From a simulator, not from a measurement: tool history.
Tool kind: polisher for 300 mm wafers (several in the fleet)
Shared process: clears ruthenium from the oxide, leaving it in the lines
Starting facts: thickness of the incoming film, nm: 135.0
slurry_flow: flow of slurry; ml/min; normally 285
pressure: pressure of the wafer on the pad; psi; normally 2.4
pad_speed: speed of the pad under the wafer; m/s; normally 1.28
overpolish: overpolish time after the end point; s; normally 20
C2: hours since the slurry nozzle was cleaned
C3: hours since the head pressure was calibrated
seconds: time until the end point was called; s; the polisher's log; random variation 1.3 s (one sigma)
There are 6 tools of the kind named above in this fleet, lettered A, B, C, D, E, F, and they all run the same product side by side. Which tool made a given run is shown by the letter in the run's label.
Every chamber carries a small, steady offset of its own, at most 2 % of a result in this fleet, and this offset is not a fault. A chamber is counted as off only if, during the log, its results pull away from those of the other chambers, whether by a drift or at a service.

{"run": "1D", "hour": 11.6, "slurry_flow": 285, "pressure": 2.4, "pad_speed": 1.28, "overpolish": 20, "wafers polished on this pad": 1036, "C2": 857.5, "C3": 227, "seconds": 98.149}
{"run": "2B", "hour": 20.3, "slurry_flow": 285, "pressure": 2.4, "pad_speed": 1.28, "overpolish": 20, "wafers polished on this pad": 142, "C2": 502.5, "C3": 902.8, "seconds": 93.839}
{"hour": 26.6, "done": "chamber B: slurry nozzle cleaned"}
{"hour": 28.3, "done": "chamber E: worn pad replaced by a new one"}
{"run": "3A", "hour": 29.0, "slurry_flow": 285, "pressure": 2.4, "pad_speed": 1.28, "overpolish": 20, "wafers polished on this pad": 432, "C2": 170.2, "C3": 805.8, "seconds": 92.507}
{"hour": 30.6, "done": "chamber D: slurry nozzle cleaned"}
{"run": "4C", "hour": 37.0, "slurry_flow": 285, "pressure": 2.4, "pad_speed": 1.28, "overpolish": 20, "wafers polished on this pad": 593, "C2": 240.6, "C3": 446, "seconds": 95.27}
{"run": "5E", "hour": 49.1, "slurry_flow": 285, "pressure": 2.4, "pad_speed": 1.28, "overpolish": 20, "wafers polished on this pad": 97, "C2": 65.6, "C3": 219.1, "seconds": 94.163}
{"hour": 54.3, "done": "chamber A: worn pad replaced by a new one"}
{"hour": 54.5, "done": "chamber D: worn pad replaced by a new one"}
{"run": "6F", "hour": 56.7, "slurry_flow": 285, "pressure": 2.4, "pad_speed": 1.28, "overpolish": 20, "wafers polished on this pad": 857, "C2": 124.2, "C3": 140.1, "seconds": 93.728}
{"run": "7F", "hour": 64.2, "slurry_flow": 285, "pressure": 2.4, "pad_speed": 1.28, "overpolish": 20, "wafers polished on this pad": 892, "C2": 131.7, "C3": 147.6, "seconds": 95.271}
{"hour": 69.6, "done": "chamber F: worn pad replaced by a new one"}
{"run": "8A", "hour": 77.4, "slurry_flow": 285, "pressure": 2.4, "pad_speed": 1.28, "overpolish": 20, "wafers polished on this pad": 107, "C2": 218.6, "C3": 854.2, "seconds": 94.144}
{"run": "9D", "hour": 92.6, "slurry_flow": 285, "pressure": 2.4, "pad_speed": 1.28, "overpolish": 20, "wafers polished on this pad": 178, "C2": 62, "C3": 308, "seconds": 97.356}
{"hour": 95.5, "done": "chamber A: head pressure recalibrated"}
{"run": "10B", "hour": 103.8, "slurry_flow": 285, "pressure": 2.4, "pad_speed": 1.28, "overpolish": 20, "wafers polished on this pad": 532, "C2": 77.2, "C3": 986.3, "seconds": 97.411}
{"run": "11C", "hour": 116.6, "slurry_flow": 285, "pressure": 2.4, "pad_speed": 1.28, "overpolish": 20, "wafers polished on this pad": 965, "C2": 320.2, "C3": 525.6, "seconds": 94.433}
{"run": "12E", "hour": 127.7, "slurry_flow": 285, "pressure": 2.4, "pad_speed": 1.28, "overpolish": 20, "wafers polished on this pad": 464, "C2": 144.2, "C3": 297.7, "seconds": 95.408}
{"hour": 139.6, "done": "chamber C: worn pad replaced by a new one"}
{"run": "13A", "hour": 140.0, "slurry_flow": 285, "pressure": 2.4, "pad_speed": 1.28, "overpolish": 20, "wafers polished on this pad": 400, "C2": 281.2, "C3": 44.6, "seconds": 94.931}
{"hour": 149.5, "done": "chamber F: slurry nozzle cleaned"}
{"run": "14F", "hour": 152.9, "slurry_flow": 285, "pressure": 2.4, "pad_speed": 1.28, "overpolish": 20, "wafers polished on this pad": 389, "C2": 3.5, "C3": 236.3, "seconds": 91.82}
{"run": "15E", "hour": 164.0, "slurry_flow": 285, "pressure": 2.4, "pad_speed": 1.72, "overpolish": 20, "wafers polished on this pad": 633, "C2": 180.5, "C3": 334, "seconds": 69.085}
{"run": "16B", "hour": 174.3, "slurry_flow": 285, "pressure": 2.4, "pad_speed": 1.72, "overpolish": 20, "wafers polished on this pad": 861, "C2": 147.7, "C3": 1056.8, "seconds": 69.542}
{"hour": 179.2, "done": "chamber A: worn pad replaced by a new one"}
{"run": "17D", "hour": 182.0, "slurry_flow": 285, "pressure": 2.4, "pad_speed": 1.72, "overpolish": 20, "wafers polished on this pad": 595, "C2": 151.4, "C3": 397.4, "seconds": 72.109}
{"run": "18C", "hour": 193.2, "slurry_flow": 285, "pressure": 2.4, "pad_speed": 1.72, "overpolish": 20, "wafers polished on this pad": 250, "C2": 396.8, "C3": 602.2, "seconds": 69.435}
{"run": "19D", "hour": 205.8, "slurry_flow": 285, "pressure": 2.4, "pad_speed": 1.72, "overpolish": 20, "wafers polished on this pad": 706, "C2": 175.2, "C3": 421.2, "seconds": 70.069}
{"run": "20C", "hour": 216.3, "slurry_flow": 285, "pressure": 2.4, "pad_speed": 1.72, "overpolish": 20, "wafers polished on this pad": 358, "C2": 419.9, "C3": 625.3, "seconds": 70.102}
{"hour": 223.6, "done": "chamber E: worn pad replaced by a new one"}
{"run": "21A", "hour": 225.2, "slurry_flow": 285, "pressure": 2.4, "pad_speed": 1.28, "overpolish": 20, "wafers polished on this pad": 214, "C2": 366.4, "C3": 129.8, "seconds": 96.604}
{"run": "22B", "hour": 237.8, "slurry_flow": 285, "pressure": 2.4, "pad_speed": 1.12, "overpolish": 20, "wafers polished on this pad": 1157, "C2": 211.2, "C3": 1120.3, "seconds": 107.14}
{"run": "23F", "hour": 250.6, "slurry_flow": 285, "pressure": 2.4, "pad_speed": 1.12, "overpolish": 20, "wafers polished on this pad": 845, "C2": 101.2, "C3": 334, "seconds": 109.19}
{"run": "24E", "hour": 260.3, "slurry_flow": 285, "pressure": 2.4, "pad_speed": 1.12, "overpolish": 20, "wafers polished on this pad": 171, "C2": 276.8, "C3": 430.3, "seconds": 108.59}
{"run": "25A", "hour": 272.0, "slurry_flow": 285, "pressure": 2.4, "pad_speed": 1.12, "overpolish": 20, "wafers polished on this pad": 433, "C2": 413.2, "C3": 176.6, "seconds": 110.99}
{"run": "26E", "hour": 283.0, "slurry_flow": 285, "pressure": 2.4, "pad_speed": 1.12, "overpolish": 20, "wafers polished on this pad": 277, "C2": 299.5, "C3": 453, "seconds": 107.72}
{"hour": 288.2, "done": "chamber B: worn pad replaced by a new one"}
{"run": "27B", "hour": 290.8, "slurry_flow": 285, "pressure": 2.4, "pad_speed": 1.12, "overpolish": 20, "wafers polished on this pad": 12, "C2": 264.2, "C3": 1173.3, "seconds": 108.95}
{"run": "28D", "hour": 301.5, "slurry_flow": 285, "pressure": 2.4, "pad_speed": 1.28, "overpolish": 20, "wafers polished on this pad": 1153, "C2": 270.9, "C3": 516.9, "seconds": 98.13}
{"hour": 303.9, "done": "chamber A: worn pad replaced by a new one"}
{"hour": 310.1, "done": "chamber F: worn pad replaced by a new one"}
{"run": "29C", "hour": 312.1, "slurry_flow": 285, "pressure": 2.4, "pad_speed": 1.28, "overpolish": 20, "wafers polished on this pad": 805, "C2": 515.7, "C3": 721.1, "seconds": 93.909}
{"hour": 325.4, "done": "chamber D: worn pad replaced by a new one"}
{"run": "30F", "hour": 325.5, "slurry_flow": 285, "pressure": 2.4, "pad_speed": 0.96, "overpolish": 30, "wafers polished on this pad": 72, "C2": 176.1, "C3": 408.9, "seconds": 125.45}
{"hour": 338.1, "done": "chamber F: slurry nozzle cleaned"}
{"run": "31D", "hour": 339.4, "slurry_flow": 285, "pressure": 2.4, "pad_speed": 0.96, "overpolish": 30, "wafers polished on this pad": 65, "C2": 308.8, "C3": 554.8, "seconds": 129.3}
{"run": "32F", "hour": 348.0, "slurry_flow": 285, "pressure": 2.4, "pad_speed": 0.96, "overpolish": 30, "wafers polished on this pad": 177, "C2": 9.9, "C3": 431.4, "seconds": 125.68}
{"run": "33E", "hour": 357.6, "slurry_flow": 285, "pressure": 2.4, "pad_speed": 0.96, "overpolish": 30, "wafers polished on this pad": 625, "C2": 374.1, "C3": 527.6, "seconds": 126.1}
{"hour": 366.3, "done": "chamber A: slurry nozzle cleaned"}
{"run": "34C", "hour": 367.5, "slurry_flow": 285, "pressure": 2.4, "pad_speed": 0.96, "overpolish": 30, "wafers polished on this pad": 1063, "C2": 571.1, "C3": 776.5, "seconds": 129.02}
{"hour": 374.1, "done": "chamber B: head pressure recalibrated"}
{"run": "35A", "hour": 382.6, "slurry_flow": 285, "pressure": 2.4, "pad_speed": 0.96, "overpolish": 30, "wafers polished on this pad": 367, "C2": 16.3, "C3": 287.2, "seconds": 128.73}
{"run": "36B", "hour": 396.7, "slurry_flow": 285, "pressure": 2.4, "pad_speed": 1.28, "overpolish": 20, "wafers polished on this pad": 506, "C2": 370.1, "C3": 22.6, "seconds": 94.239}

Next, all 6 chambers run the settings below, one line each with question marks for the results. What does each chamber give?
{"run": "37A", "hour": 407.9, "slurry_flow": 285, "pressure": 3.1, "pad_speed": 1.28, "overpolish": 20, "seconds": "?"}
{"run": "37B", "hour": 407.9, "slurry_flow": 285, "pressure": 3.1, "pad_speed": 1.28, "overpolish": 20, "seconds": "?"}
{"run": "37C", "hour": 407.9, "slurry_flow": 285, "pressure": 3.1, "pad_speed": 1.28, "overpolish": 20, "seconds": "?"}
{"run": "37D", "hour": 407.9, "slurry_flow": 285, "pressure": 3.1, "pad_speed": 1.28, "overpolish": 20, "seconds": "?"}
{"run": "37E", "hour": 407.9, "slurry_flow": 285, "pressure": 3.1, "pad_speed": 1.28, "overpolish": 20, "seconds": "?"}
{"run": "37F", "hour": 407.9, "slurry_flow": 285, "pressure": 3.1, "pad_speed": 1.28, "overpolish": 20, "seconds": "?"}

run=37A seconds=73.366
run=37B seconds=74.514
run=37C seconds=74.172
run=37D seconds=74.353
run=37E seconds=73.517
run=37F seconds=73.65

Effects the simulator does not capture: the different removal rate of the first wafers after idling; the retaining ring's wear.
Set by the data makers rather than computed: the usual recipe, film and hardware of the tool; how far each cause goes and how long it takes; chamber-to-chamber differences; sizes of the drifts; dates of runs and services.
